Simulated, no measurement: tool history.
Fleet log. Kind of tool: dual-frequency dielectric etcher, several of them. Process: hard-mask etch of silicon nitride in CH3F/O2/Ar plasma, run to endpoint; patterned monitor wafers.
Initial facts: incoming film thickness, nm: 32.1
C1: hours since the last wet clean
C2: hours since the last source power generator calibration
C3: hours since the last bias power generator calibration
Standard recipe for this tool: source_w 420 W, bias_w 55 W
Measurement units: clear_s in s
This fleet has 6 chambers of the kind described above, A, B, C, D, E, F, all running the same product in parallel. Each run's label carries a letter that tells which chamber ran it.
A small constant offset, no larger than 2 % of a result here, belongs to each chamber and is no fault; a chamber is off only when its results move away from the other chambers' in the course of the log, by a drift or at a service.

run 1E hour=4.2 | source_w=420 bias_w=55 | C1=130.7 C2=3086.6 C3=2461.2 | clear_s=50.424
run 2D hour=12.3 | source_w=420 bias_w=55 | C1=31.8 C2=1010.3 C3=3325.8 | clear_s=49.899
run 3B hour=18.4 | source_w=420 bias_w=55 | C1=70.7 C2=2974.0 C3=1592.5 | clear_s=48.928
run 4F hour=25.3 | source_w=420 bias_w=55 | C1=90.5 C2=2856.3 C3=2515.9 | clear_s=50.028
run 5A hour=33.4 | source_w=510 bias_w=61 | C1=402.1 C2=3013.9 C3=2111.6 | clear_s=43.964
run 6C hour=38.9 | source_w=510 bias_w=61 | C1=124.1 C2=1283.4 C3=912.3 | clear_s=44.488
run 7E hour=47.3 | source_w=510 bias_w=61 | C1=173.8 C2=3129.7 C3=2504.3 | clear_s=44.757
run 8C hour=51.9 | source_w=510 bias_w=61 | C1=137.1 C2=1296.4 C3=925.3 | clear_s=44.781
run 9D hour=56.6 | source_w=510 bias_w=61 | C1=76.1 C2=1054.6 C3=3370.1 | clear_s=45.160
run 10F hour=64.6 | source_w=510 bias_w=61 | C1=129.8 C2=2895.6 C3=2555.2 | clear_s=45.457
run 11B hour=68.7 | source_w=420 bias_w=55 | C1=121.0 C2=3024.3 C3=1642.8 | clear_s=49.284
-- hour=71.7 chamber D: bias power generator calibrated
run 12A hour=75.8 | source_w=420 bias_w=44 | C1=444.5 C2=3056.3 C3=2154.0 | clear_s=52.772
run 13A hour=82.9 | source_w=420 bias_w=44 | C1=451.6 C2=3063.4 C3=2161.1 | clear_s=53.031
run 14F hour=91.6 | source_w=420 bias_w=44 | C1=156.8 C2=2922.6 C3=2582.2 | clear_s=54.306
run 15B hour=100.4 | source_w=420 bias_w=44 | C1=152.7 C2=3056.0 C3=1674.5 | clear_s=53.068
run 16D hour=107.8 | source_w=420 bias_w=44 | C1=127.3 C2=1105.8 C3=36.1 | clear_s=53.511
run 17E hour=114.1 | source_w=420 bias_w=44 | C1=240.6 C2=3196.5 C3=2571.1 | clear_s=53.121
run 18C hour=122.7 | source_w=420 bias_w=55 | C1=207.9 C2=1367.2 C3=996.1 | clear_s=49.913
run 19B hour=128.6 | source_w=420 bias_w=55 | C1=180.9 C2=3084.2 C3=1702.7 | clear_s=49.571
run 20F hour=135.8 | source_w=420 bias_w=55 | C1=201.0 C2=2966.8 C3=2626.4 | clear_s=50.811
run 21E hour=142.9 | source_w=420 bias_w=55 | C1=269.4 C2=3225.3 C3=2599.9 | clear_s=49.970
run 22A hour=150.7 | source_w=420 bias_w=55 | C1=519.4 C2=3131.2 C3=2228.9 | clear_s=49.122
run 23C hour=156.6 | source_w=420 bias_w=55 | C1=241.8 C2=1401.1 C3=1030.0 | clear_s=50.175
run 24D hour=162.9 | source_w=420 bias_w=55 | C1=182.4 C2=1160.9 C3=91.2 | clear_s=49.931
run 25A hour=168.4 | source_w=420 bias_w=55 | C1=537.1 C2=3148.9 C3=2246.6 | clear_s=49.647
run 26C hour=174.9 | source_w=420 bias_w=55 | C1=260.1 C2=1419.4 C3=1048.3 | clear_s=49.904
run 27E hour=182.1 | source_w=420 bias_w=55 | C1=308.6 C2=3264.5 C3=2639.1 | clear_s=49.757
-- hour=186.5 chamber A: wet clean of the chamber
run 28B hour=188.2 | source_w=420 bias_w=55 | C1=240.5 C2=3143.8 C3=1762.3 | clear_s=49.013
run 29F hour=193.5 | source_w=420 bias_w=55 | C1=258.7 C2=3024.5 C3=2684.1 | clear_s=49.969
run 30D hour=199.9 | source_w=420 bias_w=55 | C1=219.4 C2=1197.9 C3=128.2 | clear_s=49.823
run 31D hour=207.5 | source_w=420 bias_w=55 | C1=227.0 C2=1205.5 C3=135.8 | clear_s=49.765
run 32C hour=214.1 | source_w=420 bias_w=55 | C1=299.3 C2=1458.6 C3=1087.5 | clear_s=50.505
run 33E hour=219.6 | source_w=420 bias_w=55 | C1=346.1 C2=3302.0 C3=2676.6 | clear_s=49.361
run 34B hour=224.0 | source_w=370 bias_w=55 | C1=276.3 C2=3179.6 C3=1798.1 | clear_s=51.911
run 35F hour=231.8 | source_w=370 bias_w=55 | C1=297.0 C2=3062.8 C3=2722.4 | clear_s=52.874
run 36A hour=239.3 | source_w=370 bias_w=55 | C1=52.8 C2=3219.8 C3=2317.5 | clear_s=52.325
run 37B hour=247.8 | source_w=370 bias_w=55 | C1=300.1 C2=3203.4 C3=1821.9 | clear_s=51.959

All 6 chambers run these settings next. Forecast each chamber's results:
run 38A hour=254.3 | source_w=420 bias_w=55 | clear_s=?
run 38B hour=254.3 | source_w=420 bias_w=55 | clear_s=?
run 38C hour=254.3 | source_w=420 bias_w=55 | clear_s=?
run 38D hour=254.3 | source_w=420 bias_w=55 | clear_s=?
run 38E hour=254.3 | source_w=420 bias_w=55 | clear_s=?
run 38F hour=254.3 | source_w=420 bias_w=55 | clear_s=?

run=38A clear_s=49.500
run=38B clear_s=49.833
run=38C clear_s=49.960
run=38D clear_s=50.188
run=38E clear_s=49.710
run=38F clear_s=50.235
